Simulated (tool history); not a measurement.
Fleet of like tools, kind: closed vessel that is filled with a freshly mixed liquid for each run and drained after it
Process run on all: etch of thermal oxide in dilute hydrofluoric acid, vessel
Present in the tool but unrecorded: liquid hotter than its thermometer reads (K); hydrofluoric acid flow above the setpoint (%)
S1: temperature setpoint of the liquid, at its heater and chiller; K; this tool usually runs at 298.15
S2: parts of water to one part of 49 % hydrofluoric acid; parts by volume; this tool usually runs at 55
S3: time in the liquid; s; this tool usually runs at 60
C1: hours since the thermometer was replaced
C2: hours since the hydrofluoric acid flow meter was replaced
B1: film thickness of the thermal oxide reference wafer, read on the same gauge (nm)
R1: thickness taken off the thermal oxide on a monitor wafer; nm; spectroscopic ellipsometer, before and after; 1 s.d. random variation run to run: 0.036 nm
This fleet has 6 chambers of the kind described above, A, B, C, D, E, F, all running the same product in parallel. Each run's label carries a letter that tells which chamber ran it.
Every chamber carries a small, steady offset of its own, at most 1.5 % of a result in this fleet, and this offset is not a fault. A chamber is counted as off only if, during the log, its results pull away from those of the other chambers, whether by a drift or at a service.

run	hour	S1	S2	S3	C1	C2	B1	R1
1C	4	298.15	55	60	390.2	1801.1	79.982	5.8447
2D	8.2	298.15	55	60	486.1	787.4	79.99	5.9284
3E	12.8	298.15	55	60	298.3	931.9	79.997	5.9993
4A	16.8	298.15	55	60	1828.9	102	79.985	5.9234
5F	22.2	298.15	55	60	262	220.3	80.013	5.9506
6B	28.4	298.15	55	60	1414.8	347.7	80.009	5.9899
7F	35.3	294.65	55	30	275.1	233.4	80.017	2.5726
8E	41.9	294.65	55	30	327.4	961	80.011	2.5536
9C	46.1	294.65	55	30	432.3	1843.2	80.013	2.5252
10A	53.5	294.65	55	30	1865.6	138.7	80.031	2.5389
11B	61	294.65	55	30	1447.4	380.3	79.978	2.6122
12D	68.8	294.65	55	30	546.7	848	79.992	2.5997
13D	74.6	295.65	55	35	552.5	853.8	80.009	3.1639
14A	81.1	295.65	55	35	1893.2	166.3	79.971	3.0843
15F	88.9	295.65	55	35	328.7	287	80.004	3.1521
16E	92.4	295.65	55	35	377.9	1011.5	80.034	3.1099
17B	96	295.65	55	35	1482.4	415.3	79.998	3.1401
18C	101.5	295.65	55	35	487.7	1898.6	79.998	3.0906
19B	105.1	298.15	55	35	1491.5	424.4	80	3.491
20F	110.7	298.15	55	35	350.5	308.8	79.991	3.4734
21C	117.2	298.15	55	35	503.4	1914.3	80.017	3.4399
22E	120.9	298.15	55	35	406.4	1040	80.02	3.5047
23D	124.7	298.15	55	35	602.6	903.9	80.012	3.5196
24A	132.2	298.15	55	35	1944.3	217.4	80.001	3.4191
25C	139.1	298.15	55	60	525.3	1936.2	80.012	5.8093
26B	145.9	298.15	55	60	1532.3	465.2	79.999	5.9672
27F	153.1	298.15	55	60	392.9	351.2	79.977	5.9767
28E	160.2	298.15	55	60	445.7	1079.3	79.985	5.9097
29D	166.3	298.15	55	60	644.2	945.5	79.974	6.2143
30A	172.9	298.15	55	60	1985	258.1	79.983	5.9075
31D	177.1	294.15	55	45	655	956.3	80.036	3.9275
32E	184.4	294.15	55	45	469.9	1103.5	80.034	3.8036
33F	191.9	294.15	55	45	431.7	390	80.031	3.7592
34B	195.4	294.15	55	45	1581.8	514.7	80.023	3.8298
35C	201.4	294.15	55	45	587.6	1998.5	79.985	3.7293
36A	206.3	294.15	55	45	2018.4	291.5	79.98	3.7395
37B	212.6	298.15	55	60	1599	531.9	80.035	6.0656
38C	219.7	298.15	55	60	605.9	2016.8	80.011	5.8859
39A	227.6	298.15	55	60	2039.7	312.8	80.005	5.8584
40D	231.7	298.15	55	60	709.6	1010.9	79.993	6.1939
41F	236.3	298.15	55	60	476.1	434.4	79.999	5.9515
42E	243.6	300.65	55	60	529.1	1162.7	79.983	6.5643
43C	250.6	300.65	55	60	636.8	2047.7	80.012	6.471
44E	258.1	300.65	55	60	543.6	1177.2	80.004	6.5576

What goes on in this fleet: one chamber off, a drifting gauge, or nothing beyond the chambers' own small offsets? Name the chamber and the cause, if any.

Little by little, chamber D moves away from the other chambers.
Cause: liquid hotter than its thermometer reads (K) = 1.38.
The log might look much the same if the cause were instead: hydrofluoric acid flow above the setpoint (%).

Below are 4 candidate recipes for chamber D's next run, each the usual settings with a change, their results shown as question marks. Which of them brings D's results back in line with what the other chambers give on the usual settings?
Allowed miss from the other chambers' usual-settings mean, per result, to count as in line: R1 0.13 nm
45D-1	263.8	297.65	55	60				?
45D-2	263.8	298.65	55	60				?
45D-3	263.8	296.65	55	60				?
45D-4	263.8	299.65	55	60				?

Usual-settings mean across the other chambers: R1 5.9277 nm
run	R1
45D-1	6.1446
45D-2	6.3942
45D-3	5.9004
45D-4	6.6518
Change 45D-3 lands the chamber within the allowed miss of the other chambers.
